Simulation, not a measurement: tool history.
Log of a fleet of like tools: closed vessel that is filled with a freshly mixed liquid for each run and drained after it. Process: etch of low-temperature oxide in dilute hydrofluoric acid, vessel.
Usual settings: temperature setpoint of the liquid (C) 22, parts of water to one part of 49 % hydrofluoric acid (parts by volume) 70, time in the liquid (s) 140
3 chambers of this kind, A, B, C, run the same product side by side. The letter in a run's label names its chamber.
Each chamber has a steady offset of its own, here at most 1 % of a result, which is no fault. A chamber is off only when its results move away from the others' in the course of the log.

run	hour	temperature setpoint of the liquid (C)	parts of water to one part of 49 % hydrofluoric acid (parts by volume)	time in the liquid (s)	read-back film thickness of the low-temperature oxide reference wafer, read on the same gauge (nm)	thickness taken off the low-temperature oxide on a monitor wafer (Å)
1C	11.9	22	70	140	89.988	297.46
2A	23.5	22	70	140	90.02	299.34
3B	29.8	22	70	140	89.981	299.38
4C	38.5	22	70	140	90.004	296.76
5A	50.2	22	70	140	89.995	298.29
6B	59.6	22	70	140	90.017	299.46
7B	68.9	22	70	140	89.99	297.88
8A	81.9	22	70	140	90	298.86
9C	94.3	22	55	75	90.013	204.04
10B	101.1	22	55	75	89.999	205.29
11C	111.9	22	55	75	90.001	203.31
12A	126.4	22	70	140	89.984	301.37
# hour 128.2: chamber C: hydrofluoric acid flow meter replaced
13B	133	22	70	140	90.016	300.36
# hour 142.7: chamber A: thermometer replaced
14A	147.4	22	80	95	90.017	176.09
15C	156.2	22	80	95	89.999	173.07
16B	162.6	22	80	95	89.982	173.62
# hour 167.7: chamber C: thermometer replaced
17C	175.8	22	50	185	89.986	556.83
18A	183.8	22	50	185	90.018	569.12
19B	195	22	50	185	90.004	566.43
20A	205.1	22	70	140	89.99	300.22
21C	215.7	22	70	140	89.991	296.51
22B	223.2	22	70	140	89.982	298.8
23C	236.7	22	70	140	89.992	296.59
24A	251.3	22	70	140	90.003	298.1
25B	260.4	22	70	140	89.982	298.79
26A	268.1	22	70	140	90.013	298.88
27C	274.7	22	70	140	90.006	294.47
28B	288.4	22	70	140	90.02	297.88
29A	296.5	22	70	140	89.985	297.09
30C	304.4	22	70	140	90.006	297.7
31A	314.3	22	70	140	90.011	300.01
32B	323.7	22	70	140	90.003	298.87
33C	330.3	22	70	140	90	298.65
34C	338.8	22	70	140	90.014	296.56
35B	350.3	22	70	140	89.985	298.66
36A	359.2	22	70	140	89.991	296.71
37C	367.8	22	100	185	89.994	266.53
38B	380.9	22	100	185	89.995	268.9
39A	395.2	22	100	185	89.997	266.24
40A	405.7	22	70	140	89.998	299.41
41C	412.3	22	70	140	89.99	294.89
42B	420.9	22	70	140	90.009	299.71

Is one chamber off against the others, does the gauge drift, or is nothing wrong? If a chamber is off, say which, and what the likeliest cause is.

No chamber stands off beyond its own small offset, and the gauge holds steady.
